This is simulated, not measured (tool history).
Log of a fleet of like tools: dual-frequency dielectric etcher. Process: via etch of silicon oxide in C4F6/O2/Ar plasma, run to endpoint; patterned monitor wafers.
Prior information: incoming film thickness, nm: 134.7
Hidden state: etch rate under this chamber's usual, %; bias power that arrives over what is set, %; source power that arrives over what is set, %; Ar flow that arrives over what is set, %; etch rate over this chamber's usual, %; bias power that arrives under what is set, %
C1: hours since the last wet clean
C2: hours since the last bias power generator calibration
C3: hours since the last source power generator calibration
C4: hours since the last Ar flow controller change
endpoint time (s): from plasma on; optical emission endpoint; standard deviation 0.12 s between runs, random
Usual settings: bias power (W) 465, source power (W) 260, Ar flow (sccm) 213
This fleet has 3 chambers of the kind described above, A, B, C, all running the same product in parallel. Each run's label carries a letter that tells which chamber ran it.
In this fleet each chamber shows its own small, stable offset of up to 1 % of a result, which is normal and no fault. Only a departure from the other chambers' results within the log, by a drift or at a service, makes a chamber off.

run 1B hour=8.9 | bias_power_(W)=465 source_power_(W)=260 Ar_flow_(sccm)=213 | C1=103.9 C2=1248.0 C3=2804.7 C4=3039.9 | endpoint_time_(s)=34.095
run 2C hour=16.7 | bias_power_(W)=465 source_power_(W)=260 Ar_flow_(sccm)=213 | C1=58.1 C2=490.0 C3=3803.9 C4=539.0 | endpoint_time_(s)=34.184
run 3A hour=29.3 | bias_power_(W)=465 source_power_(W)=260 Ar_flow_(sccm)=213 | C1=397.0 C2=214.0 C3=2076.5 C4=315.8 | endpoint_time_(s)=34.226
run 4B hour=38.1 | bias_power_(W)=465 source_power_(W)=260 Ar_flow_(sccm)=213 | C1=133.1 C2=1277.2 C3=2833.9 C4=3069.1 | endpoint_time_(s)=34.183
run 5C hour=49.2 | bias_power_(W)=465 source_power_(W)=260 Ar_flow_(sccm)=213 | C1=90.6 C2=522.5 C3=3836.4 C4=571.5 | endpoint_time_(s)=34.370
run 6A hour=56.0 | bias_power_(W)=465 source_power_(W)=260 Ar_flow_(sccm)=213 | C1=423.7 C2=240.7 C3=2103.2 C4=342.5 | endpoint_time_(s)=34.314
run 7B hour=65.1 | bias_power_(W)=465 source_power_(W)=260 Ar_flow_(sccm)=213 | C1=160.1 C2=1304.2 C3=2860.9 C4=3096.1 | endpoint_time_(s)=34.297
run 8C hour=75.2 | bias_power_(W)=402 source_power_(W)=260 Ar_flow_(sccm)=249 | C1=116.6 C2=548.5 C3=3862.4 C4=597.5 | endpoint_time_(s)=37.226
run 9A hour=82.3 | bias_power_(W)=402 source_power_(W)=260 Ar_flow_(sccm)=249 | C1=450.0 C2=267.0 C3=2129.5 C4=368.8 | endpoint_time_(s)=36.724
run 10B hour=88.7 | bias_power_(W)=402 source_power_(W)=260 Ar_flow_(sccm)=249 | C1=183.7 C2=1327.8 C3=2884.5 C4=3119.7 | endpoint_time_(s)=36.684
run 11C hour=96.4 | bias_power_(W)=465 source_power_(W)=310 Ar_flow_(sccm)=213 | C1=137.8 C2=569.7 C3=3883.6 C4=618.7 | endpoint_time_(s)=32.178
run 12A hour=101.9 | bias_power_(W)=465 source_power_(W)=310 Ar_flow_(sccm)=213 | C1=469.6 C2=286.6 C3=2149.1 C4=388.4 | endpoint_time_(s)=32.154
run 13B hour=107.7 | bias_power_(W)=465 source_power_(W)=310 Ar_flow_(sccm)=213 | C1=202.7 C2=1346.8 C3=2903.5 C4=3138.7 | endpoint_time_(s)=32.145
run 14C hour=116.6 | bias_power_(W)=532 source_power_(W)=260 Ar_flow_(sccm)=213 | C1=158.0 C2=589.9 C3=3903.8 C4=638.9 | endpoint_time_(s)=32.744
run 15A hour=127.3 | bias_power_(W)=532 source_power_(W)=260 Ar_flow_(sccm)=213 | C1=495.0 C2=312.0 C3=2174.5 C4=413.8 | endpoint_time_(s)=33.152
run 16B hour=139.2 | bias_power_(W)=532 source_power_(W)=260 Ar_flow_(sccm)=213 | C1=234.2 C2=1378.3 C3=2935.0 C4=3170.2 | endpoint_time_(s)=32.624
run 17C hour=146.6 | bias_power_(W)=465 source_power_(W)=260 Ar_flow_(sccm)=213 | C1=188.0 C2=619.9 C3=3933.8 C4=668.9 | endpoint_time_(s)=34.152
run 18A hour=155.7 | bias_power_(W)=465 source_power_(W)=260 Ar_flow_(sccm)=178 | C1=523.4 C2=340.4 C3=2202.9 C4=442.2 | endpoint_time_(s)=34.116
run 19B hour=166.3 | bias_power_(W)=465 source_power_(W)=260 Ar_flow_(sccm)=178 | C1=261.3 C2=1405.4 C3=2962.1 C4=3197.3 | endpoint_time_(s)=33.544
run 20A hour=173.9 | bias_power_(W)=465 source_power_(W)=260 Ar_flow_(sccm)=178 | C1=541.6 C2=358.6 C3=2221.1 C4=460.4 | endpoint_time_(s)=34.176
run 21C hour=181.1 | bias_power_(W)=361 source_power_(W)=230 Ar_flow_(sccm)=213 | C1=222.5 C2=654.4 C3=3968.3 C4=703.4 | endpoint_time_(s)=39.443
run 22C hour=187.8 | bias_power_(W)=361 source_power_(W)=230 Ar_flow_(sccm)=213 | C1=229.2 C2=661.1 C3=3975.0 C4=710.1 | endpoint_time_(s)=39.544
run 23B hour=195.3 | bias_power_(W)=361 source_power_(W)=230 Ar_flow_(sccm)=213 | C1=290.3 C2=1434.4 C3=2991.1 C4=3226.3 | endpoint_time_(s)=39.217
run 24A hour=205.5 | bias_power_(W)=465 source_power_(W)=230 Ar_flow_(sccm)=182 | C1=573.2 C2=390.2 C3=2252.7 C4=492.0 | endpoint_time_(s)=36.228
run 25C hour=217.5 | bias_power_(W)=465 source_power_(W)=230 Ar_flow_(sccm)=182 | C1=258.9 C2=690.8 C3=4004.7 C4=739.8 | endpoint_time_(s)=35.010
run 26A hour=223.6 | bias_power_(W)=465 source_power_(W)=230 Ar_flow_(sccm)=182 | C1=591.3 C2=408.3 C3=2270.8 C4=510.1 | endpoint_time_(s)=36.341
run 27B hour=234.5 | bias_power_(W)=465 source_power_(W)=260 Ar_flow_(sccm)=213 | C1=329.5 C2=1473.6 C3=3030.3 C4=3265.5 | endpoint_time_(s)=34.370
run 28A hour=242.8 | bias_power_(W)=465 source_power_(W)=260 Ar_flow_(sccm)=213 | C1=610.5 C2=427.5 C3=2290.0 C4=529.3 | endpoint_time_(s)=35.351
run 29C hour=253.3 | bias_power_(W)=465 source_power_(W)=260 Ar_flow_(sccm)=213 | C1=294.7 C2=726.6 C3=4040.5 C4=775.6 | endpoint_time_(s)=34.208

Decide between three cases: one chamber stands off from its peers, the gauge reading all wafers drifts, or nothing is wrong past each chamber's small offset. Where a chamber is off, say which and what most likely put it there.

Chamber A drifts away from the others.
Likeliest cause: etch rate under this chamber's usual, % = 4.23.

Chamber A could run next with any of the 4 candidate recipes listed below; each alters the usual settings, and their results appear as question marks. Which one brings its results back in line with what the other chambers deliver on the usual settings?
Counts as in line when no further than this from what the other chambers average on the usual settings: endpoint time (s) 0.410
run 30A-1 hour=262.3 | bias_power_(W)=445 source_power_(W)=260 Ar_flow_(sccm)=213 | endpoint_time_(s)=?
run 30A-2 hour=262.3 | bias_power_(W)=465 source_power_(W)=260 Ar_flow_(sccm)=287 | endpoint_time_(s)=?
run 30A-3 hour=262.3 | bias_power_(W)=512 source_power_(W)=260 Ar_flow_(sccm)=213 | endpoint_time_(s)=?
run 30A-4 hour=262.3 | bias_power_(W)=485 source_power_(W)=260 Ar_flow_(sccm)=213 | endpoint_time_(s)=?

What the other chambers average on the usual settings: endpoint time (s) 34.281
run=30A-1 endpoint_time_(s)=36.179
run=30A-2 endpoint_time_(s)=36.793
run=30A-3 endpoint_time_(s)=34.331
run=30A-4 endpoint_time_(s)=35.038
The right change is 30A-3: it brings the chamber back within the allowed miss of the others.
